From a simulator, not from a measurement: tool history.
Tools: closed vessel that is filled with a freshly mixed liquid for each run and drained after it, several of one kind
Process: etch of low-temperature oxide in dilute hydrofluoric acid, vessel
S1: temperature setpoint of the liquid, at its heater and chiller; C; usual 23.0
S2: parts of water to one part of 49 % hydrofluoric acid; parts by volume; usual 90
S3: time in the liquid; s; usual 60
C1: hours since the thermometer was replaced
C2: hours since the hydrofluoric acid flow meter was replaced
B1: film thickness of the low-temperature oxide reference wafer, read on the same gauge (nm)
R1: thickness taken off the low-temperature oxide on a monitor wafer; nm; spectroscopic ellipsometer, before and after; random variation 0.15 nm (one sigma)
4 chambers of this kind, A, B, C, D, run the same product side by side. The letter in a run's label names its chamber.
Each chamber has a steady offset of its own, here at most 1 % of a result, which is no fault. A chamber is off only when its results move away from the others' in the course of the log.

run 1C hour=7.3 | S1=23.0 S2=90 S3=60 | C1=669.1 C2=1737.4 | B1=109.97 | R1=16.4190
run 2A hour=15.2 | S1=23.0 S2=90 S3=60 | C1=677.4 C2=1566.1 | B1=110.03 | R1=16.4130
run 3B hour=25.4 | S1=23.0 S2=90 S3=60 | C1=445.1 C2=1903.2 | B1=110.00 | R1=16.0700
run 4D hour=32.2 | S1=23.0 S2=90 S3=60 | C1=301.9 C2=276.1 | B1=110.00 | R1=16.3450
run 5B hour=37.6 | S1=18.5 S2=120 S3=60 | C1=457.3 C2=1915.4 | B1=110.01 | R1=9.8511
run 6C hour=47.1 | S1=18.5 S2=120 S3=60 | C1=708.9 C2=1777.2 | B1=109.98 | R1=9.6976
run 7D hour=57.1 | S1=18.5 S2=120 S3=60 | C1=326.8 C2=301.0 | B1=110.00 | R1=9.9096
run 8A hour=63.2 | S1=18.5 S2=120 S3=60 | C1=725.4 C2=1614.1 | B1=109.99 | R1=9.8674
run 9B hour=69.7 | S1=23.0 S2=90 S3=60 | C1=489.4 C2=1947.5 | B1=110.01 | R1=16.2810
run 10D hour=75.5 | S1=23.0 S2=90 S3=60 | C1=345.2 C2=319.4 | B1=109.99 | R1=16.1820
run 11A hour=84.4 | S1=23.0 S2=90 S3=60 | C1=746.6 C2=1635.3 | B1=110.01 | R1=16.5030
-- hour=86.1 chamber C: thermometer replaced
run 12C hour=91.7 | S1=23.0 S2=90 S3=60 | C1=5.6 C2=1821.8 | B1=109.99 | R1=16.5960
run 13B hour=97.7 | S1=23.0 S2=90 S3=60 | C1=517.4 C2=1975.5 | B1=110.01 | R1=16.0930
run 14A hour=103.4 | S1=23.0 S2=90 S3=60 | C1=765.6 C2=1654.3 | B1=109.99 | R1=16.1370
run 15D hour=108.0 | S1=19.0 S2=90 S3=75 | C1=377.7 C2=351.9 | B1=110.01 | R1=17.5520
run 16C hour=113.0 | S1=19.0 S2=90 S3=75 | C1=26.9 C2=1843.1 | B1=110.02 | R1=17.6310
run 17C hour=117.5 | S1=19.0 S2=90 S3=75 | C1=31.4 C2=1847.6 | B1=110.00 | R1=17.1320
run 18A hour=124.6 | S1=19.0 S2=90 S3=75 | C1=786.8 C2=1675.5 | B1=109.99 | R1=17.4380
run 19B hour=134.4 | S1=23.0 S2=90 S3=60 | C1=554.1 C2=2012.2 | B1=110.00 | R1=16.3790
run 20D hour=139.3 | S1=23.0 S2=90 S3=60 | C1=409.0 C2=383.2 | B1=110.00 | R1=16.1400
run 21B hour=146.9 | S1=23.0 S2=90 S3=60 | C1=566.6 C2=2024.7 | B1=110.03 | R1=16.6830
run 22D hour=155.5 | S1=23.0 S2=90 S3=60 | C1=425.2 C2=399.4 | B1=110.00 | R1=16.3730
run 23A hour=165.2 | S1=23.0 S2=90 S3=60 | C1=827.4 C2=1716.1 | B1=109.99 | R1=16.5170
run 24C hour=173.7 | S1=23.0 S2=90 S3=60 | C1=87.6 C2=1903.8 | B1=109.99 | R1=16.3260
run 25A hour=181.3 | S1=23.0 S2=90 S3=60 | C1=843.5 C2=1732.2 | B1=110.00 | R1=16.2630
run 26B hour=187.0 | S1=23.0 S2=90 S3=60 | C1=606.7 C2=2064.8 | B1=109.99 | R1=17.0220
run 27C hour=192.1 | S1=18.5 S2=70 S3=60 | C1=106.0 C2=1922.2 | B1=110.00 | R1=17.7450
run 28D hour=197.3 | S1=18.5 S2=70 S3=60 | C1=467.0 C2=441.2 | B1=110.00 | R1=17.8730
run 29A hour=206.3 | S1=18.5 S2=70 S3=60 | C1=868.5 C2=1757.2 | B1=110.01 | R1=17.9280
run 30B hour=211.8 | S1=18.5 S2=70 S3=60 | C1=631.5 C2=2089.6 | B1=110.01 | R1=18.8790
run 31D hour=220.1 | S1=23.0 S2=90 S3=60 | C1=489.8 C2=464.0 | B1=109.99 | R1=16.2470
run 32C hour=226.3 | S1=23.0 S2=90 S3=60 | C1=140.2 C2=1956.4 | B1=110.00 | R1=16.3400
run 33A hour=234.8 | S1=26.0 S2=90 S3=60 | C1=897.0 C2=1785.7 | B1=109.99 | R1=18.3230
run 34C hour=240.7 | S1=26.0 S2=90 S3=60 | C1=154.6 C2=1970.8 | B1=110.01 | R1=18.3440
run 35B hour=248.6 | S1=26.0 S2=90 S3=60 | C1=668.3 C2=2126.4 | B1=109.99 | R1=19.8000
run 36D hour=256.8 | S1=26.0 S2=90 S3=60 | C1=526.5 C2=500.7 | B1=110.00 | R1=18.3270
run 37B hour=265.0 | S1=23.0 S2=50 S3=85 | C1=684.7 C2=2142.8 | B1=110.02 | R1=47.4700
run 38C hour=273.7 | S1=23.0 S2=50 S3=85 | C1=187.6 C2=2003.8 | B1=110.01 | R1=44.7140
run 39D hour=282.6 | S1=23.0 S2=50 S3=85 | C1=552.3 C2=526.5 | B1=110.01 | R1=43.1320

What goes on in this fleet: one chamber off, a drifting gauge, or nothing beyond the chambers' own small offsets? Name the chamber and the cause, if any.

Chamber B drifts away from the others.
Cause: liquid hotter than its thermometer reads (K) = 2.58.
The log may not tell that from: hydrofluoric acid flow above the setpoint (%).

Here are 4 candidates for chamber B's next run, each the usual settings with a change, their results left as question marks. Which one brings its results back in line with what the others give on the usual settings?
In line means no further than this from the other chambers' mean on the usual settings: R1 0.5200 nm
run 40B-1 hour=290.0 | S1=23.0 S2=90 S3=50 | R1=?
run 40B-2 hour=290.0 | S1=23.0 S2=90 S3=55 | R1=?
run 40B-3 hour=290.0 | S1=27.5 S2=90 S3=60 | R1=?
run 40B-4 hour=290.0 | S1=23.5 S2=85 S3=60 | R1=?

The other chambers' mean on the usual settings: R1 16.3420 nm
run=40B-1 R1=15.0040
run=40B-2 R1=16.5040
run=40B-3 R1=21.4420
run=40B-4 R1=19.5600
40B-2 brings the chamber back in line.

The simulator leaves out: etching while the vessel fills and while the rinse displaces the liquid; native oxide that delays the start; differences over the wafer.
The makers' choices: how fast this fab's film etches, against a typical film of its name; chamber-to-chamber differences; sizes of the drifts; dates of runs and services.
